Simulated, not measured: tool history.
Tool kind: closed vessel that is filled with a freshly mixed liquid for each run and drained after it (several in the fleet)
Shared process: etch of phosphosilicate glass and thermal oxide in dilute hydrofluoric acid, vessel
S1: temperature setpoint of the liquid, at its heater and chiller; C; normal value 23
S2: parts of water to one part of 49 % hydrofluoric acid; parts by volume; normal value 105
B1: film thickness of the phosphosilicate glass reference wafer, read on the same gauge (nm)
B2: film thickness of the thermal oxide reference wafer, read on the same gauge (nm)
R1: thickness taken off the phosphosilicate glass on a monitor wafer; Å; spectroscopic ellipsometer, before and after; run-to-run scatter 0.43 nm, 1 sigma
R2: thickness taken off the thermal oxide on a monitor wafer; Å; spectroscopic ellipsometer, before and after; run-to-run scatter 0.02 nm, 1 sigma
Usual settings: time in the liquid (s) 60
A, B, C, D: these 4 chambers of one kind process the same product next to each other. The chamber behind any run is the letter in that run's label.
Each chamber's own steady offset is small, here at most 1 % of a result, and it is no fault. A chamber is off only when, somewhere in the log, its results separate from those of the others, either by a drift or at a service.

{"run": "1A", "hour": 8.9, "S1": 23, "S2": 105, "time in the liquid (s)": 60, "B1": 100, "B2": 80.011, "R1": 928.2, "R2": 25.093}
{"run": "2C", "hour": 13.2, "S1": 23, "S2": 105, "time in the liquid (s)": 60, "B1": 100.02, "B2": 79.998, "R1": 924.6, "R2": 25.512}
{"run": "3B", "hour": 22.7, "S1": 23, "S2": 105, "time in the liquid (s)": 60, "B1": 100.02, "B2": 80.001, "R1": 926.41, "R2": 24.926}
{"run": "4D", "hour": 32.4, "S1": 23, "S2": 105, "time in the liquid (s)": 60, "B1": 99.987, "B2": 79.998, "R1": 919.93, "R2": 25.438}
{"run": "5D", "hour": 41.5, "S1": 23, "S2": 105, "time in the liquid (s)": 60, "B1": 100, "B2": 80.003, "R1": 921.92, "R2": 25.116}
{"run": "6A", "hour": 49.0, "S1": 23, "S2": 105, "time in the liquid (s)": 60, "B1": 100, "B2": 80.001, "R1": 932.77, "R2": 25.26}
{"run": "7B", "hour": 53.4, "S1": 23, "S2": 105, "time in the liquid (s)": 60, "B1": 100, "B2": 79.994, "R1": 924.34, "R2": 24.853}
{"run": "8C", "hour": 61.4, "S1": 23, "S2": 105, "time in the liquid (s)": 60, "B1": 100.01, "B2": 80.013, "R1": 929.43, "R2": 25.929}
{"run": "9A", "hour": 70.6, "S1": 23, "S2": 105, "time in the liquid (s)": 60, "B1": 100.01, "B2": 79.988, "R1": 937.68, "R2": 25.278}
{"run": "10B", "hour": 76.3, "S1": 23, "S2": 105, "time in the liquid (s)": 60, "B1": 100, "B2": 80.009, "R1": 922.47, "R2": 25.03}
{"run": "11D", "hour": 82.2, "S1": 23, "S2": 105, "time in the liquid (s)": 60, "B1": 100.01, "B2": 79.986, "R1": 918.45, "R2": 25.36}
{"run": "12C", "hour": 89.8, "S1": 23, "S2": 105, "time in the liquid (s)": 60, "B1": 100, "B2": 80.016, "R1": 929.16, "R2": 25.431}
{"run": "13C", "hour": 96.9, "S1": 23, "S2": 105, "time in the liquid (s)": 60, "B1": 99.989, "B2": 80.011, "R1": 912.95, "R2": 25.545}
{"run": "14A", "hour": 105.9, "S1": 23, "S2": 105, "time in the liquid (s)": 60, "B1": 100.02, "B2": 80.004, "R1": 929.61, "R2": 24.746}
{"run": "15D", "hour": 111.6, "S1": 23, "S2": 105, "time in the liquid (s)": 60, "B1": 100.02, "B2": 79.999, "R1": 918.27, "R2": 24.899}
{"run": "16B", "hour": 118.4, "S1": 23, "S2": 105, "time in the liquid (s)": 60, "B1": 100.02, "B2": 80.016, "R1": 914.6, "R2": 25.025}
{"run": "17A", "hour": 126.3, "S1": 23, "S2": 105, "time in the liquid (s)": 60, "B1": 99.984, "B2": 79.997, "R1": 929.72, "R2": 25.412}
{"run": "18D", "hour": 133.2, "S1": 23, "S2": 105, "time in the liquid (s)": 60, "B1": 100.02, "B2": 80.008, "R1": 925.09, "R2": 25.286}
{"run": "19C", "hour": 143.0, "S1": 23, "S2": 105, "time in the liquid (s)": 60, "B1": 99.984, "B2": 79.998, "R1": 915.55, "R2": 25.524}
{"run": "20B", "hour": 149.6, "S1": 19.5, "S2": 105, "time in the liquid (s)": 60, "B1": 100.01, "B2": 79.997, "R1": 802.52, "R2": 22.122}
{"run": "21B", "hour": 155.3, "S1": 19.5, "S2": 105, "time in the liquid (s)": 60, "B1": 99.996, "B2": 79.986, "R1": 795.12, "R2": 22.005}
{"run": "22C", "hour": 160.6, "S1": 19.5, "S2": 105, "time in the liquid (s)": 60, "B1": 100.02, "B2": 80.008, "R1": 798.19, "R2": 22.175}
{"run": "23A", "hour": 164.9, "S1": 19.5, "S2": 105, "time in the liquid (s)": 60, "B1": 100.01, "B2": 80.002, "R1": 802.08, "R2": 22.073}
{"run": "24D", "hour": 174.2, "S1": 23, "S2": 145, "time in the liquid (s)": 60, "B1": 99.989, "B2": 79.967, "R1": 640.48, "R2": 17.563}
{"run": "25D", "hour": 180.9, "S1": 23, "S2": 145, "time in the liquid (s)": 60, "B1": 100.03, "B2": 79.976, "R1": 639.26, "R2": 17.321}
{"run": "26C", "hour": 187.5, "S1": 23, "S2": 145, "time in the liquid (s)": 60, "B1": 99.996, "B2": 80.004, "R1": 638.41, "R2": 17.69}
{"run": "27B", "hour": 194.9, "S1": 23, "S2": 145, "time in the liquid (s)": 60, "B1": 99.992, "B2": 79.975, "R1": 635.04, "R2": 17.516}
{"run": "28A", "hour": 199.9, "S1": 23, "S2": 105, "time in the liquid (s)": 60, "B1": 99.973, "B2": 79.998, "R1": 928.07, "R2": 25.625}
{"run": "29A", "hour": 206.2, "S1": 23, "S2": 105, "time in the liquid (s)": 60, "B1": 100.01, "B2": 80.011, "R1": 929.71, "R2": 25.235}
{"run": "30B", "hour": 215.2, "S1": 23, "S2": 105, "time in the liquid (s)": 60, "B1": 100.01, "B2": 79.989, "R1": 924.63, "R2": 25.493}

Decide between three cases: one chamber stands off from its peers, the gauge reading all wafers drifts, or nothing is wrong past each chamber's small offset. Where a chamber is off, say which and what most likely put it there.

No chamber is off and the gauge is stable; the differences are just each chamber's small, constant offset.
